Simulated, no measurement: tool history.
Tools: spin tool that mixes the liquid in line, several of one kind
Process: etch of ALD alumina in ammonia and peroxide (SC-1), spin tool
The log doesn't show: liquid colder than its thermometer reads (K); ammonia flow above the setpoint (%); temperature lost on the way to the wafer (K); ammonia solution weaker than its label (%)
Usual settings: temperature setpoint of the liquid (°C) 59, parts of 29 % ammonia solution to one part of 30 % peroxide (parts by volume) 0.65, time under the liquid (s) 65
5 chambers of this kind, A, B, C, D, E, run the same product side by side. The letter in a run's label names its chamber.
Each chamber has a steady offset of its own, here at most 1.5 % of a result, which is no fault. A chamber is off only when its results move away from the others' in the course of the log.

| run | hour | temperature setpoint of the liquid (°C) | parts of 29 % ammonia solution to one part of 30 % peroxide (parts by volume) | time under the liquid (s) | hours since the thermometer was replaced | hours since the ammonia flow meter was replaced | hours since the heated supply line was repaired | hours since the drum of ammonia solution was connected | read-back film thickness of the ALD alumina reference wafer, read on the same gauge (nm) | thickness taken off the ALD alumina on a monitor wafer (nm) |
|---|---|---|---|---|---|---|---|---|---|---|
|  | 1 | chamber D: new drum of ammonia solution connected |
| 1D | 7.8 | 59 | 0.65 | 65 | 921.8 | 797.9 | 755.8 | 6.9 | 39.996 | 5.5503 |
| 2A | 15.9 | 59 | 0.65 | 65 | 244.4 | 1126.2 | 415 | 70.6 | 40.028 | 5.551 |
| 3B | 28.7 | 59 | 0.65 | 65 | 576 | 1100.6 | 1265.5 | 293.9 | 39.98 | 5.6487 |
| 4C | 42.4 | 59 | 0.65 | 65 | 275.4 | 810.1 | 452.7 | 121 | 39.988 | 5.6645 |
| 5E | 56.5 | 59 | 0.65 | 65 | 708 | 1576.4 | 1310.6 | 108 | 39.99 | 5.6084 |
| 6E | 64.6 | 59 | 0.65 | 65 | 716.1 | 1584.5 | 1318.7 | 116.1 | 39.968 | 5.6716 |
| 7A | 78.9 | 59 | 0.65 | 65 | 307.4 | 1189.2 | 478 | 133.6 | 40 | 5.6044 |
| 8B | 89 | 59 | 0.65 | 65 | 636.3 | 1160.9 | 1325.8 | 354.2 | 39.969 | 5.571 |
| 9C | 99.2 | 59 | 0.65 | 65 | 332.2 | 866.9 | 509.5 | 177.8 | 39.998 | 5.5844 |
| 10D | 112.2 | 59 | 0.65 | 95 | 1026.2 | 902.3 | 860.2 | 111.3 | 40.011 | 8.1171 |
| 11C | 118.9 | 59 | 0.65 | 95 | 351.9 | 886.6 | 529.2 | 197.5 | 40.013 | 8.3024 |
| 12B | 132.5 | 59 | 0.65 | 95 | 679.8 | 1204.4 | 1369.3 | 397.7 | 39.967 | 8.099 |
|  | 137.9 | chamber D: thermometer replaced |
| 13E | 145.4 | 59 | 0.65 | 95 | 796.9 | 1665.3 | 1399.5 | 196.9 | 39.974 | 8.2073 |
|  | 150.2 | chamber E: ammonia flow meter replaced |
| 14D | 156.7 | 59 | 0.65 | 95 | 18.8 | 946.8 | 904.7 | 155.8 | 40.008 | 8.2436 |
| 15A | 165.8 | 59 | 0.65 | 65 | 394.3 | 1276.1 | 564.9 | 220.5 | 40.007 | 5.6082 |
|  | 166.5 | chamber E: thermometer replaced |
| 16D | 173.2 | 59 | 0.65 | 65 | 35.3 | 963.3 | 921.2 | 172.3 | 40.016 | 5.7128 |
| 17E | 186.1 | 59 | 0.65 | 65 | 19.7 | 36 | 1440.2 | 237.6 | 39.991 | 5.6771 |
| 18B | 199.3 | 59 | 0.65 | 65 | 746.6 | 1271.2 | 1436.1 | 464.5 | 40.004 | 5.5149 |
| 19C | 209.3 | 51 | 0.65 | 30 | 442.3 | 977 | 619.6 | 287.9 | 40.005 | 1.7095 |
| 20A | 219.3 | 51 | 0.65 | 30 | 447.8 | 1329.6 | 618.4 | 274 | 40.002 | 1.7169 |
| 21A | 226.4 | 51 | 0.65 | 30 | 454.9 | 1336.7 | 625.5 | 281.1 | 39.992 | 1.7157 |
| 22B | 240.8 | 51 | 0.65 | 30 | 788.1 | 1312.7 | 1477.6 | 506 | 40.006 | 1.6206 |
| 23C | 252.9 | 51 | 0.65 | 30 | 485.9 | 1020.6 | 663.2 | 331.5 | 40.002 | 1.7093 |
| 24D | 260.5 | 59 | 0.65 | 65 | 122.6 | 1050.6 | 1008.5 | 259.6 | 40.005 | 5.6387 |
| 25E | 271.1 | 59 | 0.65 | 65 | 104.7 | 121 | 1525.2 | 322.6 | 40.014 | 5.6128 |
| 26E | 278.1 | 59 | 0.65 | 65 | 111.7 | 128 | 1532.2 | 329.6 | 40.006 | 5.7271 |
| 27D | 290.9 | 59 | 0.65 | 65 | 153 | 1081 | 1038.9 | 290 | 39.979 | 5.5633 |
| 28A | 303.4 | 54.5 | 0.65 | 65 | 531.9 | 1413.7 | 702.5 | 358.1 | 40.025 | 4.353 |
|  | 306 | chamber C: new drum of ammonia solution connected |
| 29C | 316.9 | 54.5 | 0.65 | 65 | 549.9 | 1084.6 | 727.2 | 11 | 39.99 | 4.4587 |
| 30B | 330.9 | 54.5 | 0.65 | 65 | 878.2 | 1402.8 | 1567.7 | 596.1 | 40.027 | 4.1028 |
| 31D | 338 | 54.5 | 0.65 | 65 | 200.1 | 1128.1 | 1086 | 337.1 | 40.015 | 4.4722 |
| 32B | 344.5 | 54.5 | 0.65 | 65 | 891.8 | 1416.4 | 1581.3 | 609.7 | 39.995 | 4.1252 |
| 33A | 351.6 | 59 | 0.65 | 65 | 580.1 | 1461.9 | 750.7 | 406.3 | 40.005 | 5.5464 |
|  | 361.3 | chamber E: new drum of ammonia solution connected |
| 34E | 364.8 | 59 | 0.65 | 65 | 198.4 | 214.7 | 1618.9 | 3.5 | 40.025 | 5.6697 |
| 35C | 371.6 | 59 | 0.65 | 65 | 604.6 | 1139.3 | 781.9 | 65.7 | 39.987 | 5.6633 |
| 36D | 381.3 | 59 | 0.65 | 65 | 243.4 | 1171.4 | 1129.3 | 380.4 | 40.014 | 5.6267 |
| 37E | 391.8 | 59 | 0.65 | 65 | 225.4 | 241.7 | 1645.9 | 30.5 | 40.024 | 5.6695 |
| 38A | 404.1 | 59 | 0.5 | 95 | 632.6 | 1514.4 | 803.2 | 458.8 | 39.987 | 8.0345 |
| 39B | 413.7 | 59 | 0.5 | 95 | 961 | 1485.6 | 1650.5 | 678.9 | 39.995 | 7.184 |

Next, every chamber runs the same settings. What will each give?
| 40A | 424 | 59 | 0.65 | 65 |  |  |  |  |  | ? |
| 40B | 424 | 59 | 0.65 | 65 |  |  |  |  |  | ? |
| 40C | 424 | 59 | 0.65 | 65 |  |  |  |  |  | ? |
| 40D | 424 | 59 | 0.65 | 65 |  |  |  |  |  | ? |
| 40E | 424 | 59 | 0.65 | 65 |  |  |  |  |  | ? |

| run | thickness taken off the ALD alumina on a monitor wafer (nm) |
|---|---|
| 40A | 5.5566 |
| 40B | 5.0727 |
| 40C | 5.6833 |
| 40D | 5.5531 |
| 40E | 5.6436 |
